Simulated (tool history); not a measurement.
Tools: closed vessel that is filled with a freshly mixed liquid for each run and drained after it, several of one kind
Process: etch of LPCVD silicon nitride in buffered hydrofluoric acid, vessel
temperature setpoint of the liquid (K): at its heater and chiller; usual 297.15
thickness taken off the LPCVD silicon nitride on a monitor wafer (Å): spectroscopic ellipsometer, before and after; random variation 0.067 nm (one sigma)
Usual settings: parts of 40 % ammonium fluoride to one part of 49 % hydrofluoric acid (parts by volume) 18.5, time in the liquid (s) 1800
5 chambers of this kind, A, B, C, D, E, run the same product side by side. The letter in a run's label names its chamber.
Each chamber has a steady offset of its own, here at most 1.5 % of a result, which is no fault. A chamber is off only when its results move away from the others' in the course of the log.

run	hour	temperature setpoint of the liquid (K)	parts of 40 % ammonium fluoride to one part of 49 % hydrofluoric acid (parts by volume)	time in the liquid (s)	hours since the thermometer was replaced	hours since the hydrofluoric acid flow meter was replaced	read-back film thickness of the LPCVD silicon nitride reference wafer, read on the same gauge (nm)	thickness taken off the LPCVD silicon nitride on a monitor wafer (Å)
1E	6.6	297.15	18.5	1800	1469.1	419.3	80.04	124.03
2C	19.2	297.15	18.5	1800	423.3	1295.5	79.973	126.63
3B	27.3	297.15	18.5	1800	740.4	787.1	80.013	127.59
4D	37.7	297.15	18.5	1800	2026.9	705.8	79.987	124.91
5A	45.8	297.15	18.5	1800	188.1	649.6	79.92	124.23
6A	51.7	297.15	18.5	1800	194	655.5	79.971	124.28
# hour 59.7: chamber E: thermometer replaced
7E	62.2	297.15	18.5	1800	2.5	474.9	79.999	123.21
8D	74.4	297.15	18.5	1800	2063.6	742.5	79.989	124.05
9C	80.4	297.15	18.5	1800	484.5	1356.7	79.971	126.75
10B	88.1	297.15	18.5	1800	801.2	847.9	80.011	126.82
11C	94	297.15	13	2735	498.1	1370.3	80.001	268.3
12B	101.9	297.15	13	2735	815	861.7	80.061	273.25
13A	108.1	297.15	13	2735	250.4	711.9	79.991	264.23
14D	120.4	297.15	13	2735	2109.6	788.5	80.027	271.33
15E	128	297.15	13	2735	68.3	540.7	79.981	268.16
16C	137.8	297.15	18.5	1800	541.9	1414.1	79.986	126.2
17D	146.6	297.15	18.5	1800	2135.8	814.7	79.981	125.71
18B	155	297.15	18.5	1800	868.1	914.8	79.941	126.46
19E	163.9	297.15	18.5	1800	104.2	576.6	80.01	123.03
20A	172.7	297.15	18.5	1800	315	776.5	80.02	124.07
21C	182	297.15	18.5	1800	586.1	1458.3	80.008	126.79
22E	192.6	297.15	18.5	1800	132.9	605.3	80.073	122.17
23A	200.1	297.15	18.5	1800	342.4	803.9	80.023	124.61
24D	207.9	297.15	18.5	1800	2197.1	876	79.954	125.13
25B	216.2	297.15	18.5	1800	929.3	976	80.039	125.46
# hour 221.7: chamber C: hydrofluoric acid flow meter replaced
26E	222.7	297.15	18.5	1800	163	635.4	79.972	123.82
27B	232.8	297.15	18.5	1800	945.9	992.6	79.961	127.35
28C	243.4	297.15	18.5	1800	647.5	21.7	79.968	126.41
29D	254.9	297.15	18.5	1800	2244.1	923	79.978	125.29
30A	265.8	297.15	18.5	1800	408.1	869.6	79.999	123
31D	275.9	297.15	18.5	1800	2265.1	944	79.984	125.79
32C	281.4	297.15	18.5	1800	685.5	59.7	79.934	127.72
33B	293.3	297.15	18.5	1800	1006.4	1053.1	79.994	126.22
34E	300.4	297.15	18.5	1800	240.7	713.1	79.985	123.63
35A	307.6	297.15	18.5	1800	449.9	911.4	80.059	123.4
36B	316.3	297.15	18.5	1800	1029.4	1076.1	79.979	128.4
37A	325.2	297.15	18.5	1800	467.5	929	79.996	124.12
38D	336.6	297.15	18.5	1800	2325.8	1004.7	80.004	124.79
# hour 337.6: chamber A: hydrofluoric acid flow meter replaced
39E	347.3	297.15	18.5	1800	287.6	760	79.981	123.8
40C	356.4	297.15	18.5	1800	760.5	134.7	79.999	126.96
41E	362	297.15	18.5	1800	302.3	774.7	80.026	123.01
42A	372.7	297.15	18.5	1800	515	35.2	79.976	123.96

All 5 chambers run these settings next. Forecast each chamber's results:
43A	381.7	297.15	24	1800				?
43B	381.7	297.15	24	1800				?
43C	381.7	297.15	24	1800				?
43D	381.7	297.15	24	1800				?
43E	381.7	297.15	24	1800				?

run	thickness taken off the LPCVD silicon nitride on a monitor wafer (Å)
43A	102.11
43B	103.56
43C	103.69
43D	102.16
43E	101.02

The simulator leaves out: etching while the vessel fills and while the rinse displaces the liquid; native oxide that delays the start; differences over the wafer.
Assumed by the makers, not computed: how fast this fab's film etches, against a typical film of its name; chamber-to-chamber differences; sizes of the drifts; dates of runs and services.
